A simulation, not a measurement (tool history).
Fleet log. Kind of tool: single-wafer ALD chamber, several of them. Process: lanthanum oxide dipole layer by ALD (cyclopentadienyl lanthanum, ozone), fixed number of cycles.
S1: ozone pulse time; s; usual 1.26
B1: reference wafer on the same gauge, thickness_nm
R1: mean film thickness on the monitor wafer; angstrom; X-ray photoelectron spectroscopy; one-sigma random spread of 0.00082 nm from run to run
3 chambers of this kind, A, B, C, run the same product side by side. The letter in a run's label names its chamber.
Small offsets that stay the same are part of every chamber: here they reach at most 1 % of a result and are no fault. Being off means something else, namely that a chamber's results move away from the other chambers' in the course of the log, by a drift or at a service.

run 1B hour=4.9 | S1=1.26 | B1=0.49886 | R1=5.2973
run 2A hour=10.9 | S1=1.26 | B1=0.49863 | R1=5.3368
run 3C hour=16.9 | S1=1.26 | B1=0.49839 | R1=5.3407
run 4A hour=20.2 | S1=1.26 | B1=0.49865 | R1=5.3352
run 5B hour=23.2 | S1=1.26 | B1=0.49836 | R1=5.2888
run 6C hour=26.5 | S1=1.26 | B1=0.49834 | R1=5.3347
run 7B hour=30.2 | S1=1.26 | B1=0.49821 | R1=5.3046
run 8C hour=36 | S1=1.26 | B1=0.49817 | R1=5.3441
run 9A hour=40 | S1=1.26 | B1=0.49802 | R1=5.3091
run 10A hour=46 | S1=1.26 | B1=0.49779 | R1=5.311
run 11B hour=49.9 | S1=1.26 | B1=0.49768 | R1=5.2941
run 12C hour=54 | S1=1.26 | B1=0.49753 | R1=5.3386
-- hour=58.5 chamber B: thermocouple changed; heater temperature recalibrated
run 13B hour=59.3 | S1=1.68 | B1=0.49745 | R1=5.5399
run 14C hour=63.8 | S1=1.68 | B1=0.49722 | R1=5.5983
run 15A hour=67.7 | S1=1.68 | B1=0.4973 | R1=5.5643
run 16B hour=72.1 | S1=1.26 | B1=0.4972 | R1=5.2997
run 17A hour=76.6 | S1=0.89 | B1=0.49729 | R1=4.809
run 18C hour=79.5 | S1=0.89 | B1=0.4969 | R1=4.8239
run 19A hour=83.9 | S1=0.89 | B1=0.49697 | R1=4.8025
run 20B hour=86.7 | S1=1.26 | B1=0.49676 | R1=5.2828
run 21C hour=91.6 | S1=0.83 | B1=0.49656 | R1=4.7023
run 22A hour=94.5 | S1=0.83 | B1=0.49662 | R1=4.6913
run 23B hour=99.7 | S1=0.83 | B1=0.49642 | R1=4.6314
run 24C hour=105.8 | S1=1.26 | B1=0.49627 | R1=5.3403
run 25A hour=111.8 | S1=0.93 | B1=0.49589 | R1=4.875
run 26B hour=114.6 | S1=0.93 | B1=0.49585 | R1=4.8215
run 27C hour=119.3 | S1=0.93 | B1=0.496 | R1=4.8892

Next, every chamber runs the same settings. What will each give?
run 28A hour=123.6 | S1=1.57 | R1=?
run 28B hour=123.6 | S1=1.57 | R1=?
run 28C hour=123.6 | S1=1.57 | R1=?

run=28A R1=5.4981
run=28B R1=5.4943
run=28C R1=5.5354
